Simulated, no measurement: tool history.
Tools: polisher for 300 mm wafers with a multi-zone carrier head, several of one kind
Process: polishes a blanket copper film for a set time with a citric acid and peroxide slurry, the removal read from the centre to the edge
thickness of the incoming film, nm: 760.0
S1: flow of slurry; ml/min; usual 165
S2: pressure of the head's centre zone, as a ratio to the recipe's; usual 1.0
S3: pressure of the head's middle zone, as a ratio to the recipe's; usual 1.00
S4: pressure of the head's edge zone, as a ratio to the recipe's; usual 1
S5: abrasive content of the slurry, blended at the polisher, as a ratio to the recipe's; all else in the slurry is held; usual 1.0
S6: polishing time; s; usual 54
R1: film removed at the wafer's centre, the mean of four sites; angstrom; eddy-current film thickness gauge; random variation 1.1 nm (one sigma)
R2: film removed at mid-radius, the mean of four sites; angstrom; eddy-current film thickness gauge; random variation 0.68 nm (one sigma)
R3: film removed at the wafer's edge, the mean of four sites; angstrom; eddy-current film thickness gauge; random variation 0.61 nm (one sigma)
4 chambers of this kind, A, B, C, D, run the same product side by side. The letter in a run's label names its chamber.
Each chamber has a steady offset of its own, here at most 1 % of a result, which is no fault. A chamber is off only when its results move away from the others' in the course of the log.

run	day	S1	S2	S3	S4	S5	S6	R1	R2	R3
1B	0.162	165	1.0	1.00	1	1.0	54	814.90	795.06	798.03
2D	0.350	165	1.0	1.00	1	1.0	54	794.51	784.48	816.23
# day 0.404: chamber C: worn pad replaced by a new one
3A	0.629	165	1.0	1.00	1	1.0	54	811.38	813.97	799.05
4C	0.821	165	1.0	1.00	1	1.0	54	802.35	805.02	798.65
5C	0.992	165	1.0	1.00	1	1.0	54	819.82	801.86	790.47
6B	1.171	165	1.0	1.00	1	1.0	54	806.13	801.14	797.06
7D	1.454	165	1.0	1.00	1	1.0	54	795.03	809.81	799.98
# day 1.750: chamber B: worn pad replaced by a new one
8A	1.750	165	1.0	1.00	1	1.0	54	787.38	798.94	810.16
9D	1.938	165	1.0	1.00	1	1.0	54	778.11	803.53	798.89
10B	2.096	165	1.0	1.00	1	1.0	54	806.41	803.95	796.22
# day 2.142: chamber A: worn pad replaced by a new one
# day 2.221: chamber C: worn pad replaced by a new one
# day 2.229: chamber B: slurry nozzle cleaned
11A	2.375	165	1.0	1.00	1	1.0	54	830.43	802.35	804.67
# day 2.458: chamber D: worn pad replaced by a new one
# day 2.475: chamber C: slurry nozzle cleaned
12C	2.592	165	1.0	1.00	1	1.0	54	808.35	811.04	805.23
# day 2.742: chamber A: slurry nozzle cleaned
13C	2.904	165	1.0	1.00	1	1.0	54	812.88	806.69	809.65
14B	3.150	165	1.0	1.00	1	1.0	54	788.55	809.91	798.27
15D	3.475	165	1.0	1.00	1	1.0	54	807.46	806.55	800.68
16A	3.750	165	1.0	1.00	1	1.0	54	807.92	805.88	810.55
17B	4.058	165	1.0	1.00	1	1.0	54	790.57	805.38	793.08
# day 4.125: chamber B: worn pad replaced by a new one
# day 4.262: chamber C: worn pad replaced by a new one
18A	4.283	165	1.0	1.00	1	1.0	54	803.00	811.58	799.51
19C	4.608	165	1.0	1.00	1	1.0	54	785.90	804.09	812.04
20D	4.946	165	1.0	1.00	1	1.0	54	785.17	811.28	796.59
21A	5.192	165	1.0	1.00	1	1.0	54	813.35	815.64	801.93
22D	5.362	165	1.0	1.00	1	1.0	54	784.46	786.75	809.06
23B	5.679	165	0.9	1.00	1	1.2	54	752.83	845.55	830.54
24C	5.892	165	0.9	1.00	1	1.2	54	746.22	833.19	830.04
# day 6.033: chamber A: worn pad replaced by a new one
# day 6.071: chamber B: worn pad replaced by a new one
# day 6.138: chamber C: worn pad replaced by a new one
25D	6.158	165	0.9	1.00	1	1.2	54	726.71	817.63	827.33
# day 6.271: chamber D: worn pad replaced by a new one
26A	6.383	165	0.9	1.00	1	1.2	54	750.38	847.74	839.57
27C	6.700	165	1.0	1.00	1	1.0	54	802.52	795.57	804.04
28B	6.992	165	1.0	1.00	1	1.0	54	810.49	800.59	803.27
29A	7.150	165	1.0	1.00	1	1.0	54	801.38	800.06	803.50
30C	7.396	165	1.0	1.00	1	1.0	54	798.73	813.38	791.09
31D	7.604	165	1.0	1.07	1	1.0	54	778.07	829.72	784.97
32B	7.904	165	1.0	1.07	1	1.0	54	791.89	852.96	792.46
# day 7.975: chamber C: worn pad replaced by a new one
33A	8.225	165	1.0	1.07	1	1.0	54	810.06	847.42	809.40
# day 8.238: chamber B: worn pad replaced by a new one
34D	8.421	165	1.0	1.07	1	1.0	54	760.84	823.76	772.02
35B	8.646	165	1.0	1.00	1	1.0	54	790.24	802.10	799.79
36C	8.954	165	1.0	1.00	1	1.0	54	808.53	798.00	799.50
37B	9.150	165	1.0	1.00	1	1.0	54	795.15	802.55	801.35
# day 9.271: chamber A: worn pad replaced by a new one
38D	9.454	165	1.0	1.00	1	1.0	54	762.64	753.28	786.22
39C	9.688	165	1.0	1.00	1	1.0	54	819.52	797.85	797.24
40A	9.917	165	1.0	1.00	1	1.0	54	806.28	804.62	813.34
41D	10.071	165	1.0	1.00	1	1.0	67	933.22	930.87	958.22
# day 10.146: chamber C: worn pad replaced by a new one
# day 10.146: chamber C: slurry nozzle cleaned
42A	10.396	165	1.0	1.00	1	1.0	67	1002.50	1007.40	994.28
43C	10.596	165	1.0	1.00	1	1.0	67	1002.00	982.38	996.98

What goes on in this fleet: one chamber off, a drifting gauge, or nothing beyond the chambers' own small offsets? Name the chamber and the cause, if any.

Chamber D drifts away from the others.
Cause: slurry flow missing at the pad, % = 29.8.

Here are 4 candidates for chamber D's next run, each the usual settings with a change, their results left as question marks. Which one brings its results back in line with what the others give on the usual settings?
In line means no further than this from the other chambers' mean on the usual settings: R1 40.00 angstrom; R2 24.00 angstrom; R3 21.00 angstrom
44D-1	10.842	170	1.02	1.02	0.98	1.0	57	?	?	?
44D-2	10.842	175	1.04	1.03	0.97	1.0	59	?	?	?
44D-3	10.842	160	0.98	0.98	1.02	1.0	51	?	?	?
44D-4	10.842	155	0.96	0.97	1.03	1.0	49	?	?	?

The other chambers' mean on the usual settings: R1 807.45 angstrom; R2 805.27 angstrom; R3 803.20 angstrom
run	R1	R2	R3
44D-1	798.57	807.33	801.43
44D-2	851.02	849.02	829.06
44D-3	672.05	685.72	724.90
44D-4	625.29	647.33	696.19
44D-1 brings the chamber back in line.
